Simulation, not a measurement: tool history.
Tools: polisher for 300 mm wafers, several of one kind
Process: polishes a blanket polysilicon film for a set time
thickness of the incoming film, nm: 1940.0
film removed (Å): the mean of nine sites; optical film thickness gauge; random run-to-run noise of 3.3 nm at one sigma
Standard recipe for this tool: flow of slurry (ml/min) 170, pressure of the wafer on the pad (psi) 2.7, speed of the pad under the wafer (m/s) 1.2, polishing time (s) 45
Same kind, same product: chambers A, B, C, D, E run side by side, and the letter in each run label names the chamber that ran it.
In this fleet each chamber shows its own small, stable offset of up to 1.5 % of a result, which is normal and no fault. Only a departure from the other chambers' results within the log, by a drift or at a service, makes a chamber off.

| run | day | flow of slurry (ml/min) | pressure of the wafer on the pad (psi) | speed of the pad under the wafer (m/s) | polishing time (s) | film removed (Å) |
|---|---|---|---|---|---|---|
|  | 0.15 | chamber B: worn pad replaced by a new one |
| 1A | 0.162 | 170 | 2.7 | 1.2 | 45 | 3629.5 |
| 2B | 0.288 | 170 | 2.7 | 1.2 | 45 | 3656.8 |
| 3D | 0.408 | 170 | 2.7 | 1.2 | 45 | 3650.8 |
| 4C | 0.496 | 170 | 2.7 | 1.2 | 45 | 3665.4 |
| 5E | 0.654 | 170 | 2.7 | 1.2 | 45 | 3627.1 |
| 6B | 0.75 | 170 | 2.7 | 1.2 | 45 | 3688.7 |
| 7C | 0.938 | 170 | 2.7 | 1.2 | 45 | 3620.8 |
|  | 0.962 | chamber A: worn pad replaced by a new one |
| 8E | 1.125 | 170 | 2.7 | 1.2 | 45 | 3612.7 |
| 9D | 1.221 | 170 | 2.7 | 1.2 | 45 | 3629.8 |
|  | 1.271 | chamber E: slurry nozzle cleaned |
| 10A | 1.333 | 170 | 2.7 | 1.2 | 45 | 3659.8 |
| 11E | 1.429 | 170 | 2.7 | 1.2 | 45 | 3659.9 |
|  | 1.579 | chamber D: worn pad replaced by a new one |
| 12A | 1.604 | 170 | 2.7 | 1.2 | 45 | 3637.3 |
| 13D | 1.721 | 170 | 2.7 | 1.2 | 45 | 3664.1 |
|  | 1.754 | chamber E: worn pad replaced by a new one |
|  | 1.842 | chamber B: worn pad replaced by a new one |
| 14B | 1.871 | 170 | 2.7 | 1.2 | 45 | 3648.4 |
| 15C | 2.017 | 170 | 2.7 | 1.2 | 45 | 3553.9 |
| 16A | 2.146 | 170 | 2.7 | 1.2 | 45 | 3611.8 |
| 17C | 2.275 | 170 | 2.7 | 1.2 | 45 | 3664.9 |
|  | 2.308 | chamber C: worn pad replaced by a new one |
| 18B | 2.454 | 170 | 2.7 | 1.2 | 45 | 3562.4 |
| 19E | 2.658 | 170 | 2.7 | 1.2 | 45 | 3636.3 |
| 20D | 2.821 | 170 | 2.7 | 1.2 | 45 | 3615 |
| 21A | 2.942 | 170 | 2.7 | 1.2 | 45 | 3663.2 |
| 22E | 3.112 | 170 | 2.7 | 1.2 | 45 | 3577 |
|  | 3.242 | chamber E: worn pad replaced by a new one |
| 23C | 3.25 | 170 | 2.7 | 1.2 | 45 | 3636.9 |
| 24D | 3.367 | 170 | 2.7 | 1.2 | 45 | 3602.7 |
| 25B | 3.496 | 170 | 2.7 | 1.2 | 45 | 3677.3 |
| 26C | 3.642 | 170 | 2.7 | 1.2 | 45 | 3692 |
| 27E | 3.825 | 170 | 2.7 | 1.2 | 45 | 3609.6 |
| 28D | 3.942 | 170 | 2.7 | 1.2 | 45 | 3537 |
|  | 3.996 | chamber B: worn pad replaced by a new one |
| 29B | 4.138 | 170 | 2.7 | 1.2 | 45 | 3654.3 |
| 30A | 4.233 | 170 | 2.7 | 1.2 | 45 | 3660.2 |
| 31C | 4.346 | 170 | 2.7 | 1.58 | 45 | 4783.7 |
| 32A | 4.529 | 170 | 2.7 | 1.58 | 45 | 4792.7 |
| 33E | 4.633 | 170 | 2.7 | 1.58 | 45 | 4750.2 |
| 34B | 4.812 | 170 | 2.7 | 1.58 | 45 | 4762 |
|  | 4.838 | chamber A: slurry nozzle cleaned |
|  | 5.004 | chamber E: worn pad replaced by a new one |
| 35D | 5.012 | 170 | 2.7 | 1.58 | 45 | 4606 |
| 36A | 5.183 | 170 | 2.7 | 1.2 | 45 | 3633.2 |
|  | 5.242 | chamber A: worn pad replaced by a new one |
| 37B | 5.338 | 170 | 2.7 | 1.2 | 45 | 3639.9 |
| 38D | 5.425 | 170 | 2.7 | 1.2 | 45 | 3507.3 |
| 39C | 5.571 | 170 | 2.7 | 1.2 | 45 | 3632.5 |
|  | 5.712 | chamber C: worn pad replaced by a new one |
| 40E | 5.742 | 170 | 2.7 | 1.2 | 45 | 3678.4 |
| 41C | 5.85 | 170 | 2.7 | 1.2 | 45 | 3618.9 |
| 42A | 6.004 | 170 | 2.7 | 1.2 | 45 | 3637 |

The same settings go to every chamber for the next run, one line per chamber below. Forecast the results for each:
| 43A | 6.15 | 170 | 2.7 | 1.2 | 45 | ? |
| 43B | 6.15 | 170 | 2.7 | 1.2 | 45 | ? |
| 43C | 6.15 | 170 | 2.7 | 1.2 | 45 | ? |
| 43D | 6.15 | 170 | 2.7 | 1.2 | 45 | ? |
| 43E | 6.15 | 170 | 2.7 | 1.2 | 45 | ? |

| run | film removed (Å) |
|---|---|
| 43A | 3660 |
| 43B | 3635 |
| 43C | 3683.4 |
| 43D | 3425.6 |
| 43E | 3712 |
